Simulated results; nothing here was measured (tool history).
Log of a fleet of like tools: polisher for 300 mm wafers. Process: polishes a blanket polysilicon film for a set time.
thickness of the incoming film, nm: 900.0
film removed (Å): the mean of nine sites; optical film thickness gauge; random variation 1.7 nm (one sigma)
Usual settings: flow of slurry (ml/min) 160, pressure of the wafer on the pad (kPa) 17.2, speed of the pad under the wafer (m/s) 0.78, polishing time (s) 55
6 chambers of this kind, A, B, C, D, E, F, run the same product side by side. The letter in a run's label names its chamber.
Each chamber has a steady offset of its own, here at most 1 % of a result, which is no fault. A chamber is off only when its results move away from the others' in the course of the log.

run   hour  flow of slurry (ml/min)  pressure of the wafer on the pad (kPa)  speed of the pad under the wafer (m/s)  polishing time (s)  wafers polished on this pad  hours since the slurry nozzle was cleaned  hours since the head pressure was calibrated  film removed (Å)
       0.2  -- chamber D: worn pad replaced by a new one
       3.5  -- chamber F: slurry nozzle cleaned
       4.6  -- chamber F: worn pad replaced by a new one
 1E    5.5                      160                                    17.2                                    0.78                  55                          482                                      204.4                                         794.4            2828.5
 2B   11.1                      160                                    17.2                                    0.78                  55                         1285                                      193.3                                         364.1            2842.4
      15.3  -- chamber E: worn pad replaced by a new one
 3F   15.8                      160                                    17.2                                    0.78                  55                          146                                       12.4                                         267.9            2849.8
 4C   19.1                      160                                    17.2                                    0.78                  55                          482                                      112.5                                         102.6            2863.6
      24.1  -- chamber B: worn pad replaced by a new one
 5A   24.4                      160                                    17.2                                    0.78                  55                          368                                        356                                         686.1            2831.9
 6D   29.2                      160                                    17.2                                    0.78                  55                          375                                      321.9                                         473.8            2864.5
      30.7  -- chamber E: slurry nozzle cleaned
 7F   34.9                      160                                    17.2                                    0.78                  55                          392                                       31.5                                           287              2829
      39.1  -- chamber E: head pressure recalibrated
 8C   39.7                      160                                    17.2                                    0.78                  73                          748                                      133.1                                         123.2            3792.4
      40.6  -- chamber C: worn pad replaced by a new one
 9A   43.8                      160                                    17.2                                    0.78                  73                          619                                      375.4                                         705.5            3776.6
10B   48.2                      160                                    17.2                                    0.78                  73                          311                                      230.4                                         401.2            3786.4
        54  -- chamber E: worn pad replaced by a new one
11E   54.3                      160                                    17.2                                    0.78                  73                            4                                       23.7                                          15.2            3773.9
12D   59.5                      160                                    17.2                                    0.78                  73                          766                                      352.2                                         504.1            3782.9
      59.7  -- chamber A: worn pad replaced by a new one
13B   63.5                      160                                    17.2                                    0.78                  73                          509                                      245.7                                         416.5            3836.1
14D   67.9                      160                                    15.2                                    0.78                  55                          875                                      360.6                                         512.5            2494.3
      71.4  -- chamber D: worn pad replaced by a new one
15A   73.3                      160                                    15.2                                    0.78                  55                          176                                      404.9                                           735            2499.9
16F   77.3                      160                                    15.2                                    0.78                  55                          940                                       73.9                                         329.4              2493
17E   83.2                      160                                    15.2                                    0.78                  55                          377                                       52.6                                          44.1            2510.2
18C   86.2                      160                                    15.2                                    0.78                  55                          589                                      179.6                                         169.7            2519.3
19A   91.2                      160                                    15.2                                    0.78                  55                          407                                      422.8                                         752.9            2515.7
      93.7  -- chamber E: worn pad replaced by a new one
      96.1  -- chamber C: worn pad replaced by a new one
20B   96.2                      160                                    17.2                                    0.78                  55                          932                                      278.4                                         449.2            2916.7
21E  102.3                      160                                    17.2                                    0.78                  55                          111                                       71.7                                          63.2            2856.1
     105.1  -- chamber A: slurry nozzle cleaned
22C  108.2                      160                                    17.2                                    0.78                  55                          157                                      201.6                                         191.7            2874.3
     109.3  -- chamber F: worn pad replaced by a new one
23D  111.7                      160                                    17.2                                    0.78                  55                          521                                      404.4                                         556.3            2850.4
     114.8  -- chamber A: worn pad replaced by a new one
24F  117.1                      160                                    17.2                                    0.78                  55                          100                                      113.7                                         369.2            2846.4
25E  120.9                      160                                    17.2                                    0.78                  55                          351                                       90.3                                          81.8            2832.2
26F  125.4                      160                                    17.2                                    0.78                  55                          208                                        122                                         377.5            2826.4
27A  130.4                      160                                    17.2                                    0.88                  68                          202                                       25.3                                         792.1            4004.1
     132.1  -- chamber D: worn pad replaced by a new one
     134.5  -- chamber B: worn pad replaced by a new one
28C  135.5                      160                                    17.2                                    0.88                  68                          510                                      228.9                                           219              3984
29D  138.9                      160                                    17.2                                    0.88                  68                           88                                      431.6                                         583.5            3995.7
     139.4  -- chamber E: worn pad replaced by a new one
30B  144.7                      160                                    17.2                                    0.88                  68                          132                                      326.9                                         497.7              4153
     146.8  -- chamber C: worn pad replaced by a new one
31D  149.1                      160                                    17.2                                    0.88                  68                          220                                      441.8                                         593.7            3978.9
32E  153.2                      160                                    17.2                                    0.88                  68                          178                                      122.6                                         114.1            3927.3
33C  156.8                      160                                    17.2                                    0.58                  55                          129                                      250.2                                         240.3            2116.4
34B  162.2                      160                                    17.2                                    0.58                  55                          358                                      344.4                                         515.2            2256.8
35A  166.7                      160                                    17.2                                    0.58                  55                          671                                       61.6                                         828.4            2101.8
36F  172.9                      160                                    17.2                                    0.58                  55                          821                                      169.5                                           425            2101.6
37F  176.9                      160                                    17.2                                    0.58                  55                          873                                      173.5                                           429            2132.9
     180.9  -- chamber D: slurry nozzle cleaned
     181.2  -- chamber A: worn pad replaced by a new one
38C  182.9                      160                                    17.2                                    0.58                  55                          466                                      276.3                                         266.4            2129.2
     185.7  -- chamber E: worn pad replaced by a new one
39A  189.2                      160                                    17.2                                    0.78                  55                          104                                       84.1                                         850.9            2807.4
40B    194                      160                                    17.2                                    0.64                  40                          769                                      376.2                                           547            1811.7
41D  197.7                      160                                    17.2                                    0.64                  40                          848                                       16.8                                         642.3              1704
42E  203.8                      160                                    17.2                                    0.64                  40                          234                                      173.2                                         164.7            1691.8
43A  207.1                      160                                    17.2                                    0.64                  40                          335                                        102                                         868.8            1699.2
     209.7  -- chamber C: worn pad replaced by a new one
44C  212.3                      160                                    17.2                                    0.64                  40                           34                                      305.7                                         295.8            1705.9

Is one chamber off against the others, does the gauge drift, or is nothing wrong? If a chamber is off, say which, and what the likeliest cause is.

Chamber B drifts away from the others.
Cause: head's pressure above its setpoint, % = 7.23.

Here are 4 candidates for chamber B's next run, each the usual settings with a change, their results left as question marks. Which one brings its results back in line with what the others give on the usual settings?
In line means no further than this from the other chambers' mean on the usual settings: film removed (Å) 61
45B-1  216.9                      160                                    17.2                                    0.78                  59                                                                                                                                       ?
45B-2  216.9                      160                                    17.2                                    0.76                  55                                                                                                                                       ?
45B-3  216.9                      160                                    17.2                                     0.8                  55                                                                                                                                       ?
45B-4  216.9                      160                                    16.5                                    0.78                  53                                                                                                                                       ?

The other chambers' mean on the usual settings: film removed (Å) 2845.7
  run  film removed (Å)
45B-1            3275.9
45B-2            2975.8
45B-3            3131.9
45B-4            2826.8
45B-4 brings the chamber back in line.
